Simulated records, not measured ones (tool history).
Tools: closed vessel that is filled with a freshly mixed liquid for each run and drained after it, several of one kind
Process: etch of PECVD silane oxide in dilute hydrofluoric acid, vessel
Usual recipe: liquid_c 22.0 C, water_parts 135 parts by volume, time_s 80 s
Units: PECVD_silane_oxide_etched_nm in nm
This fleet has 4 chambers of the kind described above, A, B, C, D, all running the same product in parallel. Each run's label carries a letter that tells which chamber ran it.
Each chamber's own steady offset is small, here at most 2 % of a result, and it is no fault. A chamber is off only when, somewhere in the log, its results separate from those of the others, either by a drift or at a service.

run	day	liquid_c	water_parts	time_s	read-back film thickness of the PECVD silane oxide reference wafer, read on the same gauge (nm)	PECVD_silane_oxide_etched_nm
1B	0.388	22.0	135	80	70.042	14.799
2A	0.792	22.0	135	80	69.961	14.592
3C	1.112	22.0	135	80	70.020	14.914
4D	1.338	22.0	135	80	69.974	15.156
5C	1.708	22.0	135	80	70.010	15.063
6A	2.104	22.0	85	80	69.977	24.787
7B	2.488	22.0	85	80	70.059	24.908
8D	2.767	22.0	85	80	69.979	25.242
9D	3.154	22.0	85	80	69.941	25.055
10A	3.517	22.0	135	80	69.940	14.928
11B	3.742	22.0	135	80	70.039	15.016
12C	4.133	22.0	135	80	69.982	14.772
13B	4.529	22.0	135	80	70.024	14.745
14C	4.992	22.0	135	80	70.027	15.072
15A	5.396	24.0	180	80	69.968	11.755
16D	5.704	24.0	180	80	69.995	11.284
# day 5.892: chamber B: thermometer replaced
17D	5.942	24.0	180	80	69.988	11.513
18A	6.188	24.0	180	80	69.992	11.799
19C	6.425	22.0	135	80	70.021	14.951
20B	6.633	22.0	135	80	69.960	15.064
21C	6.962	27.0	135	105	70.033	23.652
22D	7.362	27.0	135	105	70.001	23.571
23A	7.696	27.0	135	105	69.997	24.128
24B	8.000	27.0	135	105	70.024	23.824
# day 8.042: chamber C: thermometer replaced
25D	8.375	22.0	135	80	69.949	14.776
26C	8.642	22.0	135	80	70.007	14.759
27A	9.096	22.0	135	55	70.025	10.734
28B	9.471	22.0	135	55	69.972	10.171
29A	9.908	22.0	135	55	70.008	10.927
30C	10.292	22.0	135	55	70.042	10.237
31D	10.533	22.0	135	80	70.033	14.977
32B	10.854	22.0	135	80	70.026	14.903
33C	11.275	22.0	135	80	69.970	14.987
34B	11.717	22.0	135	80	70.014	14.761
35D	12.025	22.0	135	80	69.983	15.130
# day 12.096: chamber D: thermometer replaced
36A	12.308	24.0	135	50	70.023	10.743
37A	12.662	24.0	135	50	69.970	10.702
38C	12.975	24.0	135	50	70.009	10.106
39D	13.417	24.0	135	50	70.017	10.057
# day 13.717: chamber B: hydrofluoric acid flow meter replaced
40B	13.796	22.0	135	80	70.015	14.827
41B	14.229	22.0	135	80	69.984	14.952
42C	14.438	22.0	135	80	69.970	14.899
43A	14.862	22.0	135	95	69.996	19.509
44D	15.238	22.0	135	95	69.974	17.563

Is one chamber off against the others, does the gauge drift, or is nothing wrong? If a chamber is off, say which, and what the likeliest cause is.

Little by little, chamber A moves away from the other chambers.
Likeliest cause: hydrofluoric acid flow above the setpoint (%) = 9.69.
The log might look much the same if the cause were instead: liquid hotter than its thermometer reads (K).

Chamber A could run next with any of the 4 candidate recipes listed below; each alters the usual settings, and their results appear as question marks. Which one brings its results back in line with what the other chambers deliver on the usual settings?
Maximum distance from the other chambers' mean on the usual settings for a result to count as in line: PECVD_silane_oxide_etched_nm 0.440 nm
45A-1	15.579	23.0	135	80		?
45A-2	15.579	24.0	135	80		?
45A-3	15.579	21.0	135	80		?
45A-4	15.579	20.0	135	80		?

On the usual settings, the other chambers give on average: PECVD_silane_oxide_etched_nm 14.925 nm
run	PECVD_silane_oxide_etched_nm
45A-1	16.908
45A-2	17.577
45A-3	15.635
45A-4	15.030
The answer is 45A-4, which returns the chamber to within the allowed miss of the others.
